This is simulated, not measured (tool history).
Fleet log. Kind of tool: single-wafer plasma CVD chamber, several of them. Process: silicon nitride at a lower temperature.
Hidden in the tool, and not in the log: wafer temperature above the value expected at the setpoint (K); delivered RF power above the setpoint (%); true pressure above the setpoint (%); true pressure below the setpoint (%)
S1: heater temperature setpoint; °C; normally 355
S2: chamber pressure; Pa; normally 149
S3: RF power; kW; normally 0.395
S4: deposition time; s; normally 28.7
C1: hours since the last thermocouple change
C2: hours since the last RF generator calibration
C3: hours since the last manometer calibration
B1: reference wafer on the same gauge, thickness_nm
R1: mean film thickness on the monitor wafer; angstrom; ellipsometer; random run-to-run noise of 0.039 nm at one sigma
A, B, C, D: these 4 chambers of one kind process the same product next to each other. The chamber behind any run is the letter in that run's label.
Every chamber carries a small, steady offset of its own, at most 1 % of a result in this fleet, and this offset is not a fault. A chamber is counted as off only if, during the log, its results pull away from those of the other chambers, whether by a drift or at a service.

{"run": "1D", "hour": 4.5, "S1": 355, "S2": 149, "S3": 0.395, "S4": 28.7, "C1": 285.1, "C2": 906.4, "C3": 347.4, "B1": 33.303, "R1": 362.88}
{"run": "2C", "hour": 7.3, "S1": 355, "S2": 149, "S3": 0.395, "S4": 28.7, "C1": 846.7, "C2": 632, "C3": 528.4, "B1": 33.309, "R1": 363.32}
{"run": "3A", "hour": 9.7, "S1": 355, "S2": 149, "S3": 0.395, "S4": 28.7, "C1": 1300.8, "C2": 920.4, "C3": 648.4, "B1": 33.304, "R1": 362.04}
{"run": "4B", "hour": 11.9, "S1": 355, "S2": 149, "S3": 0.395, "S4": 28.7, "C1": 1704.7, "C2": 1802.4, "C3": 695.7, "B1": 33.312, "R1": 366.1}
{"hour": 15.1, "done": "chamber B: RF generator calibrated"}
{"run": "5C", "hour": 16.7, "S1": 355, "S2": 149, "S3": 0.395, "S4": 28.7, "C1": 856.1, "C2": 641.4, "C3": 537.8, "B1": 33.317, "R1": 364.27}
{"run": "6A", "hour": 20.5, "S1": 355, "S2": 149, "S3": 0.395, "S4": 28.7, "C1": 1311.6, "C2": 931.2, "C3": 659.2, "B1": 33.325, "R1": 362.36}
{"run": "7D", "hour": 24.1, "S1": 355, "S2": 149, "S3": 0.395, "S4": 28.7, "C1": 304.7, "C2": 926, "C3": 367, "B1": 33.321, "R1": 363.31}
{"run": "8B", "hour": 28.2, "S1": 355, "S2": 149, "S3": 0.395, "S4": 28.7, "C1": 1721, "C2": 13.1, "C3": 712, "B1": 33.333, "R1": 365.79}
{"run": "9C", "hour": 32.7, "S1": 355, "S2": 149, "S3": 0.395, "S4": 28.7, "C1": 872.1, "C2": 657.4, "C3": 553.8, "B1": 33.333, "R1": 364.29}
{"run": "10A", "hour": 34.9, "S1": 355, "S2": 137, "S3": 0.395, "S4": 28.7, "C1": 1326, "C2": 945.6, "C3": 673.6, "B1": 33.334, "R1": 352.86}
{"run": "11B", "hour": 39.7, "S1": 355, "S2": 137, "S3": 0.395, "S4": 28.7, "C1": 1732.5, "C2": 24.6, "C3": 723.5, "B1": 33.348, "R1": 356.67}
{"run": "12D", "hour": 43.3, "S1": 355, "S2": 137, "S3": 0.395, "S4": 28.7, "C1": 323.9, "C2": 945.2, "C3": 386.2, "B1": 33.355, "R1": 353.71}
{"run": "13A", "hour": 45.6, "S1": 355, "S2": 137, "S3": 0.395, "S4": 28.7, "C1": 1336.7, "C2": 956.3, "C3": 684.3, "B1": 33.349, "R1": 353.1}
{"run": "14D", "hour": 48.0, "S1": 355, "S2": 149, "S3": 0.395, "S4": 28.7, "C1": 328.6, "C2": 949.9, "C3": 390.9, "B1": 33.358, "R1": 362.68}
{"run": "15B", "hour": 51.2, "S1": 355, "S2": 149, "S3": 0.395, "S4": 28.7, "C1": 1744, "C2": 36.1, "C3": 735, "B1": 33.351, "R1": 366.08}
{"run": "16C", "hour": 55.0, "S1": 355, "S2": 149, "S3": 0.395, "S4": 28.7, "C1": 894.4, "C2": 679.7, "C3": 576.1, "B1": 33.357, "R1": 364.6}
{"run": "17A", "hour": 59.1, "S1": 355, "S2": 149, "S3": 0.395, "S4": 28.7, "C1": 1350.2, "C2": 969.8, "C3": 697.8, "B1": 33.36, "R1": 362.2}
{"run": "18C", "hour": 63.6, "S1": 346, "S2": 149, "S3": 0.395, "S4": 25.6, "C1": 903, "C2": 688.3, "C3": 584.7, "B1": 33.363, "R1": 326.61}
{"run": "19B", "hour": 67.0, "S1": 346, "S2": 149, "S3": 0.395, "S4": 25.6, "C1": 1759.8, "C2": 51.9, "C3": 750.8, "B1": 33.373, "R1": 327.92}
{"run": "20D", "hour": 70.8, "S1": 346, "S2": 149, "S3": 0.395, "S4": 25.6, "C1": 351.4, "C2": 972.7, "C3": 413.7, "B1": 33.381, "R1": 325.12}
{"run": "21D", "hour": 74.4, "S1": 346, "S2": 149, "S3": 0.395, "S4": 25.6, "C1": 355, "C2": 976.3, "C3": 417.3, "B1": 33.378, "R1": 325.56}
{"run": "22A", "hour": 79.1, "S1": 355, "S2": 149, "S3": 0.395, "S4": 28.7, "C1": 1370.2, "C2": 989.8, "C3": 717.8, "B1": 33.384, "R1": 362.8}
{"run": "23C", "hour": 83.4, "S1": 355, "S2": 149, "S3": 0.395, "S4": 28.7, "C1": 922.8, "C2": 708.1, "C3": 604.5, "B1": 33.389, "R1": 364.42}
{"run": "24B", "hour": 88.1, "S1": 355, "S2": 149, "S3": 0.395, "S4": 28.7, "C1": 1780.9, "C2": 73, "C3": 771.9, "B1": 33.387, "R1": 367.64}
{"run": "25B", "hour": 92.1, "S1": 355, "S2": 149, "S3": 0.395, "S4": 28.7, "C1": 1784.9, "C2": 77, "C3": 775.9, "B1": 33.396, "R1": 366.34}
{"run": "26C", "hour": 96.2, "S1": 355, "S2": 149, "S3": 0.395, "S4": 25.6, "C1": 935.6, "C2": 720.9, "C3": 617.3, "B1": 33.405, "R1": 325.86}
{"run": "27D", "hour": 98.8, "S1": 355, "S2": 149, "S3": 0.395, "S4": 25.6, "C1": 379.4, "C2": 1000.7, "C3": 441.7, "B1": 33.4, "R1": 324.62}
{"run": "28A", "hour": 103.3, "S1": 355, "S2": 149, "S3": 0.395, "S4": 25.6, "C1": 1394.4, "C2": 1014, "C3": 742, "B1": 33.412, "R1": 323.56}
{"run": "29C", "hour": 106.8, "S1": 355, "S2": 149, "S3": 0.395, "S4": 25.6, "C1": 946.2, "C2": 731.5, "C3": 627.9, "B1": 33.411, "R1": 324.99}
{"run": "30D", "hour": 111.0, "S1": 355, "S2": 149, "S3": 0.395, "S4": 28.7, "C1": 391.6, "C2": 1012.9, "C3": 453.9, "B1": 33.417, "R1": 363.37}
{"run": "31B", "hour": 115.4, "S1": 355, "S2": 149, "S3": 0.33, "S4": 28.7, "C1": 1808.2, "C2": 100.3, "C3": 799.2, "B1": 33.426, "R1": 326.79}
{"run": "32A", "hour": 117.9, "S1": 355, "S2": 149, "S3": 0.33, "S4": 28.7, "C1": 1409, "C2": 1028.6, "C3": 756.6, "B1": 33.425, "R1": 324.66}
{"run": "33B", "hour": 120.4, "S1": 355, "S2": 149, "S3": 0.33, "S4": 28.7, "C1": 1813.2, "C2": 105.3, "C3": 804.2, "B1": 33.435, "R1": 327.49}
{"run": "34D", "hour": 123.0, "S1": 355, "S2": 149, "S3": 0.33, "S4": 28.7, "C1": 403.6, "C2": 1024.9, "C3": 465.9, "B1": 33.43, "R1": 324.52}
{"run": "35C", "hour": 126.1, "S1": 355, "S2": 149, "S3": 0.395, "S4": 28.7, "C1": 965.5, "C2": 750.8, "C3": 647.2, "B1": 33.435, "R1": 365.23}
{"run": "36A", "hour": 129.6, "S1": 355, "S2": 149, "S3": 0.395, "S4": 28.7, "C1": 1420.7, "C2": 1040.3, "C3": 768.3, "B1": 33.442, "R1": 362.97}
{"run": "37D", "hour": 132.2, "S1": 355, "S2": 149, "S3": 0.395, "S4": 28.7, "C1": 412.8, "C2": 1034.1, "C3": 475.1, "B1": 33.444, "R1": 364.86}
{"run": "38A", "hour": 135.2, "S1": 355, "S2": 149, "S3": 0.395, "S4": 28.7, "C1": 1426.3, "C2": 1045.9, "C3": 773.9, "B1": 33.45, "R1": 363.39}

Predict what each chamber gives when all 4 of them run the settings below next.
{"run": "39A", "hour": 138.7, "S1": 355, "S2": 149, "S3": 0.395, "S4": 28.7, "R1": "?"}
{"run": "39B", "hour": 138.7, "S1": 355, "S2": 149, "S3": 0.395, "S4": 28.7, "R1": "?"}
{"run": "39C", "hour": 138.7, "S1": 355, "S2": 149, "S3": 0.395, "S4": 28.7, "R1": "?"}
{"run": "39D", "hour": 138.7, "S1": 355, "S2": 149, "S3": 0.395, "S4": 28.7, "R1": "?"}

run=39A R1=363.51
run=39B R1=367.05
run=39C R1=364.6
run=39D R1=364.62

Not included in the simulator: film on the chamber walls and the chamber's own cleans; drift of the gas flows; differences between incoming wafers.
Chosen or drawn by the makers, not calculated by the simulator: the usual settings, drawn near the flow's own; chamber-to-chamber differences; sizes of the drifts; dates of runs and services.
